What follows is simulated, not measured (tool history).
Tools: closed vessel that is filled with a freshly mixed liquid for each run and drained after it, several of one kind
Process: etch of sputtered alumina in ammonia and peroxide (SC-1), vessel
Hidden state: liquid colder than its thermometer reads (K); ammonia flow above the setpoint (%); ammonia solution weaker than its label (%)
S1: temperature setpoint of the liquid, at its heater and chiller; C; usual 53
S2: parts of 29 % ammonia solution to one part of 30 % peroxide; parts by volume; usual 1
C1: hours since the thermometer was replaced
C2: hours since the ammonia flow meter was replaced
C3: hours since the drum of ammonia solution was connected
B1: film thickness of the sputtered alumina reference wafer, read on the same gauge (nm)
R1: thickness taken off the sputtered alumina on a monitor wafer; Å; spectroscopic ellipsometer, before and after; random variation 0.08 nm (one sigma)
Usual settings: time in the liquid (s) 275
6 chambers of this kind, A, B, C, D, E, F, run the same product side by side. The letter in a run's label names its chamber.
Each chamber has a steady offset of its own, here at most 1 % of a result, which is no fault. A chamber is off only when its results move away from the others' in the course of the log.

{"run": "1C", "hour": 2.8, "S1": 53, "S2": 1, "time in the liquid (s)": 275, "C1": 1657.6, "C2": 353.7, "C3": 258.3, "B1": 70.016, "R1": 222.74}
{"run": "2B", "hour": 8.2, "S1": 53, "S2": 1, "time in the liquid (s)": 275, "C1": 1183.3, "C2": 1129.6, "C3": 1162.5, "B1": 70.027, "R1": 220.88}
{"hour": 10.7, "done": "chamber B: new drum of ammonia solution connected"}
{"run": "3A", "hour": 12.8, "S1": 53, "S2": 1, "time in the liquid (s)": 275, "C1": 782.3, "C2": 840, "C3": 336, "B1": 69.983, "R1": 222.59}
{"run": "4E", "hour": 16.8, "S1": 53, "S2": 1, "time in the liquid (s)": 275, "C1": 682.6, "C2": 1204.1, "C3": 139.4, "B1": 69.98, "R1": 222.73}
{"run": "5F", "hour": 19.5, "S1": 53, "S2": 1, "time in the liquid (s)": 275, "C1": 882.9, "C2": 202, "C3": 299.5, "B1": 70.011, "R1": 221.11}
{"run": "6D", "hour": 22.9, "S1": 53, "S2": 1, "time in the liquid (s)": 275, "C1": 161.6, "C2": 296.1, "C3": 255.8, "B1": 70.007, "R1": 223.63}
{"run": "7B", "hour": 26.6, "S1": 53, "S2": 1, "time in the liquid (s)": 275, "C1": 1201.7, "C2": 1148, "C3": 16, "B1": 69.985, "R1": 220.36}
{"run": "8E", "hour": 32.2, "S1": 53, "S2": 1, "time in the liquid (s)": 275, "C1": 698, "C2": 1219.5, "C3": 154.8, "B1": 69.986, "R1": 221.15}
{"run": "9D", "hour": 35.1, "S1": 53, "S2": 1, "time in the liquid (s)": 275, "C1": 173.8, "C2": 308.3, "C3": 268, "B1": 69.997, "R1": 223.5}
{"run": "10F", "hour": 39.5, "S1": 53, "S2": 1, "time in the liquid (s)": 275, "C1": 902.9, "C2": 222, "C3": 319.5, "B1": 70.003, "R1": 219.79}
{"run": "11A", "hour": 43.6, "S1": 53, "S2": 1, "time in the liquid (s)": 275, "C1": 813.1, "C2": 870.8, "C3": 366.8, "B1": 70.02, "R1": 224.3}
{"run": "12C", "hour": 47.4, "S1": 53, "S2": 1, "time in the liquid (s)": 275, "C1": 1702.2, "C2": 398.3, "C3": 302.9, "B1": 70.004, "R1": 222.94}
{"run": "13E", "hour": 50.7, "S1": 53, "S2": 1, "time in the liquid (s)": 275, "C1": 716.5, "C2": 1238, "C3": 173.3, "B1": 70.012, "R1": 223.27}
{"run": "14D", "hour": 54.0, "S1": 53, "S2": 1.2, "time in the liquid (s)": 275, "C1": 192.7, "C2": 327.2, "C3": 286.9, "B1": 70.01, "R1": 227.72}
{"run": "15A", "hour": 58.9, "S1": 53, "S2": 1.2, "time in the liquid (s)": 275, "C1": 828.4, "C2": 886.1, "C3": 382.1, "B1": 70.005, "R1": 225.94}
{"run": "16F", "hour": 63.8, "S1": 53, "S2": 1.2, "time in the liquid (s)": 275, "C1": 927.2, "C2": 246.3, "C3": 343.8, "B1": 69.991, "R1": 225.26}
{"run": "17C", "hour": 68.2, "S1": 53, "S2": 1.2, "time in the liquid (s)": 275, "C1": 1723, "C2": 419.1, "C3": 323.7, "B1": 69.989, "R1": 228.23}
{"run": "18B", "hour": 72.5, "S1": 53, "S2": 1.2, "time in the liquid (s)": 275, "C1": 1247.6, "C2": 1193.9, "C3": 61.9, "B1": 70.004, "R1": 224.85}
{"hour": 73.0, "done": "chamber D: new drum of ammonia solution connected"}
{"run": "19D", "hour": 76.3, "S1": 53, "S2": 1.2, "time in the liquid (s)": 275, "C1": 215, "C2": 349.5, "C3": 3.3, "B1": 69.988, "R1": 225.41}
{"run": "20F", "hour": 80.8, "S1": 53, "S2": 1, "time in the liquid (s)": 275, "C1": 944.2, "C2": 263.3, "C3": 360.8, "B1": 70.002, "R1": 220.4}
{"run": "21E", "hour": 86.0, "S1": 53, "S2": 1, "time in the liquid (s)": 275, "C1": 751.8, "C2": 1273.3, "C3": 208.6, "B1": 69.983, "R1": 220.47}
{"run": "22B", "hour": 89.1, "S1": 53, "S2": 1, "time in the liquid (s)": 275, "C1": 1264.2, "C2": 1210.5, "C3": 78.5, "B1": 69.994, "R1": 220.04}
{"run": "23A", "hour": 93.6, "S1": 53, "S2": 1, "time in the liquid (s)": 275, "C1": 863.1, "C2": 920.8, "C3": 416.8, "B1": 69.995, "R1": 221.55}
{"run": "24C", "hour": 97.7, "S1": 53, "S2": 1, "time in the liquid (s)": 275, "C1": 1752.5, "C2": 448.6, "C3": 353.2, "B1": 69.992, "R1": 224.06}
{"run": "25A", "hour": 100.4, "S1": 53, "S2": 1, "time in the liquid (s)": 275, "C1": 869.9, "C2": 927.6, "C3": 423.6, "B1": 70.001, "R1": 222.63}
{"run": "26C", "hour": 103.5, "S1": 53, "S2": 1, "time in the liquid (s)": 275, "C1": 1758.3, "C2": 454.4, "C3": 359, "B1": 70, "R1": 224.37}
{"run": "27D", "hour": 108.3, "S1": 53, "S2": 1, "time in the liquid (s)": 275, "C1": 247, "C2": 381.5, "C3": 35.3, "B1": 70.018, "R1": 223.89}
{"run": "28B", "hour": 113.9, "S1": 53, "S2": 1, "time in the liquid (s)": 275, "C1": 1289, "C2": 1235.3, "C3": 103.3, "B1": 70.021, "R1": 221.08}
{"run": "29E", "hour": 117.7, "S1": 53, "S2": 1, "time in the liquid (s)": 275, "C1": 783.5, "C2": 1305, "C3": 240.3, "B1": 70.005, "R1": 218.81}
{"run": "30F", "hour": 121.3, "S1": 53, "S2": 1, "time in the liquid (s)": 275, "C1": 984.7, "C2": 303.8, "C3": 401.3, "B1": 70.011, "R1": 219.51}
{"run": "31C", "hour": 124.7, "S1": 53, "S2": 1, "time in the liquid (s)": 275, "C1": 1779.5, "C2": 475.6, "C3": 380.2, "B1": 69.978, "R1": 224.2}
{"run": "32E", "hour": 130.7, "S1": 53, "S2": 1, "time in the liquid (s)": 275, "C1": 796.5, "C2": 1318, "C3": 253.3, "B1": 69.987, "R1": 216.84}
{"run": "33A", "hour": 135.9, "S1": 53, "S2": 1, "time in the liquid (s)": 275, "C1": 905.4, "C2": 963.1, "C3": 459.1, "B1": 70.019, "R1": 224.26}
{"run": "34B", "hour": 139.6, "S1": 53, "S2": 1, "time in the liquid (s)": 275, "C1": 1314.7, "C2": 1261, "C3": 129, "B1": 70.022, "R1": 220.18}
{"run": "35D", "hour": 144.9, "S1": 53, "S2": 1, "time in the liquid (s)": 210, "C1": 283.6, "C2": 418.1, "C3": 71.9, "B1": 70.008, "R1": 170.26}
{"run": "36F", "hour": 150.2, "S1": 53, "S2": 1, "time in the liquid (s)": 210, "C1": 1013.6, "C2": 332.7, "C3": 430.2, "B1": 69.986, "R1": 168.06}

Is one chamber off against the others, does the gauge drift, or is nothing wrong? If a chamber is off, say which, and what the likeliest cause is.

Chamber E drifts away from the others.
Cause: liquid colder than its thermometer reads (K) = 0.365.

Here are 4 candidates for chamber E's next run, each the usual settings with a change, their results left as question marks. Which one brings its results back in line with what the others give on the usual settings?
In line means no further than this from the other chambers' mean on the usual settings: R1 2.8 Å
{"run": "37E-1", "hour": 154.5, "S1": 52.5, "S2": 1, "time in the liquid (s)": 270, "R1": "?"}
{"run": "37E-2", "hour": 154.5, "S1": 53.5, "S2": 1, "time in the liquid (s)": 280, "R1": "?"}
{"run": "37E-3", "hour": 154.5, "S1": 52.5, "S2": 1, "time in the liquid (s)": 275, "R1": "?"}
{"run": "37E-4", "hour": 154.5, "S1": 53.5, "S2": 1, "time in the liquid (s)": 275, "R1": "?"}

The other chambers' mean on the usual settings: R1 222.27 Å
run=37E-1 R1=207.6
run=37E-2 R1=227.1
run=37E-3 R1=211.45
run=37E-4 R1=223.05
37E-4 brings the chamber back in line.
